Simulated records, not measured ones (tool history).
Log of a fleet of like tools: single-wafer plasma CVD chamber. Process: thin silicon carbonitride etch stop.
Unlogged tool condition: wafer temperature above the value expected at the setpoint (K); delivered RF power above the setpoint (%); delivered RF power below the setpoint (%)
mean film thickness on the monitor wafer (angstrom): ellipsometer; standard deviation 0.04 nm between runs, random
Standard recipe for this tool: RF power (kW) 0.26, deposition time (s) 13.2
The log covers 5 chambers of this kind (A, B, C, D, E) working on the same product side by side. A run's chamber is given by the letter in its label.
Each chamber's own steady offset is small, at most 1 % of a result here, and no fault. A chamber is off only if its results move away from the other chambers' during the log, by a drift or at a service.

run	day	RF power (kW)	deposition time (s)	hours since the last thermocouple change	hours since the last RF generator calibration	read-back reference wafer on the same gauge, thickness_nm	mean film thickness on the monitor wafer (angstrom)
1D	0.3	0.26	13.2	682.8	1628.4	7.3837	82.243
2A	0.488	0.26	13.2	2115.6	2426	7.3907	81.754
3E	0.733	0.26	13.2	706.7	1411.5	7.3889	81.755
4C	1	0.26	13.2	887.5	267.2	7.3947	81.81
5B	1.283	0.26	13.2	1164.9	2355.5	7.3941	81.464
6E	1.517	0.26	13.2	725.5	1430.3	7.3962	81.148
7D	1.75	0.26	13.2	717.6	1663.2	7.3905	81.818
8A	1.912	0.26	13.2	2149.8	2460.2	7.3927	81.541
9B	2.092	0.26	13.2	1184.3	2374.9	7.3896	80.974
10C	2.312	0.26	13.2	919	298.7	7.3948	81.884
11E	2.529	0.26	13.2	749.8	1454.6	7.389	81.696
12B	2.708	0.26	13.2	1199.1	2389.7	7.3869	80.171
13C	2.958	0.26	13.2	934.5	314.2	7.3863	81.452
14A	3.233	0.26	13.2	2181.5	2491.9	7.3979	81.017
15D	3.429	0.26	13.2	757.9	1703.5	7.3893	81.622
16C	3.6	0.26	13.2	949.9	329.6	7.3834	81.256
17E	3.796	0.26	13.2	780.2	1485	7.3901	81.203
18A	3.954	0.26	13.2	2198.8	2509.2	7.3877	81.819
# day 4.033: chamber A: RF generator calibrated
19D	4.171	0.26	13.2	775.7	1721.3	7.3951	81.96
20B	4.442	0.26	15.6	1240.7	2431.3	7.3871	95.946
21C	4.75	0.26	15.6	977.5	357.2	7.3805	95.482
22B	4.908	0.26	15.6	1251.9	2442.5	7.3893	94.904
23A	5.104	0.26	15.6	2226.4	25.8	7.3944	96.047
24E	5.267	0.26	15.6	815.5	1520.3	7.3915	97.088
25D	5.412	0.26	13.2	805.5	1751.1	7.3858	81.75
# day 5.529: chamber B: RF generator calibrated
26E	5.7	0.26	13.2	825.9	1530.7	7.3801	81.902
27D	5.967	0.26	13.2	818.8	1764.4	7.385	81.891
28A	6.246	0.26	13.2	2253.8	53.2	7.3966	82.688
29C	6.538	0.29	11	1020.4	400.1	7.3967	69.994
30B	6.683	0.29	11	1294.5	27.7	7.3914	69.791

What goes on in this fleet: one chamber off, a drifting gauge, or nothing beyond the chambers' own small offsets? Name the chamber and the cause, if any.

No chamber is off and the gauge is stable; the differences are just each chamber's small, constant offset.
